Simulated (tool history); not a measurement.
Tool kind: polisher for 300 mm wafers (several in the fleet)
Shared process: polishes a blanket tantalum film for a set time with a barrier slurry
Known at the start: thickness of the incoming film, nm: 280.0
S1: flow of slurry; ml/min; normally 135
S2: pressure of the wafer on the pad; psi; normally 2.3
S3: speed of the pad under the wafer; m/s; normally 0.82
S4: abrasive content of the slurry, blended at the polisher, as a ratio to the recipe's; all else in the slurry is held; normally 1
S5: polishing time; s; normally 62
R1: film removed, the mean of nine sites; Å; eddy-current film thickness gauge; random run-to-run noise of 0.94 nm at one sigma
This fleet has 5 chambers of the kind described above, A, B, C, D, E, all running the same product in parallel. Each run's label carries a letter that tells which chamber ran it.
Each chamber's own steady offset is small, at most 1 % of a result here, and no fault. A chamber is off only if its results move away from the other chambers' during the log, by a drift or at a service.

{"run": "1D", "hour": 6.5, "S1": 135, "S2": 2.3, "S3": 0.82, "S4": 1, "S5": 62, "R1": 782.95}
{"hour": 8.9, "done": "chamber E: slurry blender recalibrated"}
{"run": "2C", "hour": 16.7, "S1": 135, "S2": 2.3, "S3": 0.82, "S4": 1, "S5": 62, "R1": 820.73}
{"hour": 22.0, "done": "chamber D: slurry blender recalibrated"}
{"run": "3A", "hour": 23.1, "S1": 135, "S2": 2.3, "S3": 0.82, "S4": 1, "S5": 62, "R1": 803.1}
{"hour": 26.7, "done": "chamber A: worn pad replaced by a new one"}
{"run": "4E", "hour": 31.2, "S1": 135, "S2": 2.3, "S3": 0.82, "S4": 1, "S5": 62, "R1": 815.91}
{"hour": 37.0, "done": "chamber E: worn pad replaced by a new one"}
{"hour": 41.0, "done": "chamber C: worn pad replaced by a new one"}
{"run": "5B", "hour": 43.3, "S1": 135, "S2": 2.3, "S3": 0.82, "S4": 1, "S5": 62, "R1": 789.55}
{"hour": 45.8, "done": "chamber B: worn pad replaced by a new one"}
{"hour": 49.1, "done": "chamber C: slurry blender recalibrated"}
{"run": "6B", "hour": 56.3, "S1": 135, "S2": 1.9, "S3": 0.82, "S4": 0.8, "S5": 62, "R1": 622.05}
{"run": "7E", "hour": 62.7, "S1": 135, "S2": 1.9, "S3": 0.82, "S4": 0.8, "S5": 62, "R1": 629.63}
{"hour": 71.8, "done": "chamber D: worn pad replaced by a new one"}
{"run": "8D", "hour": 73.0, "S1": 135, "S2": 1.9, "S3": 0.82, "S4": 0.8, "S5": 62, "R1": 629.12}
{"run": "9A", "hour": 81.9, "S1": 135, "S2": 1.9, "S3": 0.82, "S4": 0.8, "S5": 62, "R1": 623.21}
{"run": "10C", "hour": 88.0, "S1": 135, "S2": 1.9, "S3": 0.82, "S4": 0.8, "S5": 62, "R1": 619.67}
{"hour": 98.9, "done": "chamber E: worn pad replaced by a new one"}
{"run": "11C", "hour": 101.2, "S1": 135, "S2": 2.3, "S3": 0.82, "S4": 1, "S5": 62, "R1": 814.31}
{"hour": 106.6, "done": "chamber B: slurry blender recalibrated"}
{"hour": 108.6, "done": "chamber A: slurry blender recalibrated"}
{"run": "12B", "hour": 113.6, "S1": 135, "S2": 2.3, "S3": 0.82, "S4": 1, "S5": 62, "R1": 805.74}
{"hour": 121.5, "done": "chamber E: head pressure recalibrated"}
{"run": "13A", "hour": 123.7, "S1": 135, "S2": 2.3, "S3": 0.82, "S4": 1, "S5": 62, "R1": 806.9}
{"run": "14E", "hour": 132.1, "S1": 135, "S2": 2.3, "S3": 0.82, "S4": 1, "S5": 62, "R1": 802.46}
{"run": "15D", "hour": 141.0, "S1": 135, "S2": 2.3, "S3": 0.82, "S4": 1, "S5": 62, "R1": 779.05}
{"run": "16E", "hour": 149.7, "S1": 135, "S2": 2.3, "S3": 0.82, "S4": 1, "S5": 62, "R1": 808.13}
{"run": "17B", "hour": 160.4, "S1": 135, "S2": 2.3, "S3": 0.82, "S4": 1, "S5": 62, "R1": 797.59}
{"hour": 160.8, "done": "chamber B: worn pad replaced by a new one"}
{"hour": 164.4, "done": "chamber E: worn pad replaced by a new one"}
{"run": "18A", "hour": 166.5, "S1": 135, "S2": 2.3, "S3": 0.82, "S4": 1, "S5": 62, "R1": 801.95}
{"run": "19C", "hour": 173.3, "S1": 135, "S2": 2.3, "S3": 0.82, "S4": 1, "S5": 62, "R1": 792.55}
{"hour": 177.6, "done": "chamber A: head pressure recalibrated"}
{"hour": 182.2, "done": "chamber C: worn pad replaced by a new one"}
{"run": "20D", "hour": 184.5, "S1": 135, "S2": 2.3, "S3": 0.82, "S4": 1, "S5": 62, "R1": 792}
{"hour": 190.5, "done": "chamber E: slurry blender recalibrated"}
{"run": "21D", "hour": 193.8, "S1": 135, "S2": 2.3, "S3": 0.82, "S4": 1, "S5": 79, "R1": 1023.4}
{"run": "22C", "hour": 200.1, "S1": 135, "S2": 2.3, "S3": 0.82, "S4": 1, "S5": 79, "R1": 1031.5}
{"hour": 205.9, "done": "chamber D: slurry nozzle cleaned"}
{"hour": 206.3, "done": "chamber A: slurry blender recalibrated"}
{"hour": 206.8, "done": "chamber A: worn pad replaced by a new one"}
{"run": "23B", "hour": 211.4, "S1": 135, "S2": 2.3, "S3": 0.82, "S4": 1, "S5": 79, "R1": 1029.5}
{"hour": 215.7, "done": "chamber D: worn pad replaced by a new one"}
{"run": "24A", "hour": 221.9, "S1": 135, "S2": 2.3, "S3": 0.82, "S4": 1, "S5": 79, "R1": 914.9}
{"hour": 225.9, "done": "chamber E: worn pad replaced by a new one"}
{"hour": 229.9, "done": "chamber B: slurry nozzle cleaned"}
{"run": "25E", "hour": 234.2, "S1": 135, "S2": 2.3, "S3": 0.82, "S4": 1, "S5": 79, "R1": 1023.9}
{"hour": 234.9, "done": "chamber C: slurry blender recalibrated"}
{"run": "26D", "hour": 241.3, "S1": 135, "S2": 1.8, "S3": 1.1, "S4": 1, "S5": 62, "R1": 835.33}
{"hour": 242.7, "done": "chamber C: head pressure recalibrated"}
{"run": "27A", "hour": 251.2, "S1": 135, "S2": 1.8, "S3": 1.1, "S4": 1, "S5": 62, "R1": 769.79}
{"run": "28B", "hour": 262.6, "S1": 135, "S2": 1.8, "S3": 1.1, "S4": 1, "S5": 62, "R1": 823.29}
{"run": "29C", "hour": 273.4, "S1": 135, "S2": 1.8, "S3": 1.1, "S4": 1, "S5": 62, "R1": 830.88}
{"run": "30E", "hour": 279.3, "S1": 135, "S2": 1.8, "S3": 1.1, "S4": 1, "S5": 62, "R1": 845.14}

Next, all 5 chambers run the settings below, one line each with question marks for the results. What does each chamber give?
{"run": "31A", "hour": 288.8, "S1": 135, "S2": 2.7, "S3": 0.82, "S4": 1, "S5": 62, "R1": "?"}
{"run": "31B", "hour": 288.8, "S1": 135, "S2": 2.7, "S3": 0.82, "S4": 1, "S5": 62, "R1": "?"}
{"run": "31C", "hour": 288.8, "S1": 135, "S2": 2.7, "S3": 0.82, "S4": 1, "S5": 62, "R1": "?"}
{"run": "31D", "hour": 288.8, "S1": 135, "S2": 2.7, "S3": 0.82, "S4": 1, "S5": 62, "R1": "?"}
{"run": "31E", "hour": 288.8, "S1": 135, "S2": 2.7, "S3": 0.82, "S4": 1, "S5": 62, "R1": "?"}

run=31A R1=858.68
run=31B R1=933.76
run=31C R1=953.9
run=31D R1=933.5
run=31E R1=945.8

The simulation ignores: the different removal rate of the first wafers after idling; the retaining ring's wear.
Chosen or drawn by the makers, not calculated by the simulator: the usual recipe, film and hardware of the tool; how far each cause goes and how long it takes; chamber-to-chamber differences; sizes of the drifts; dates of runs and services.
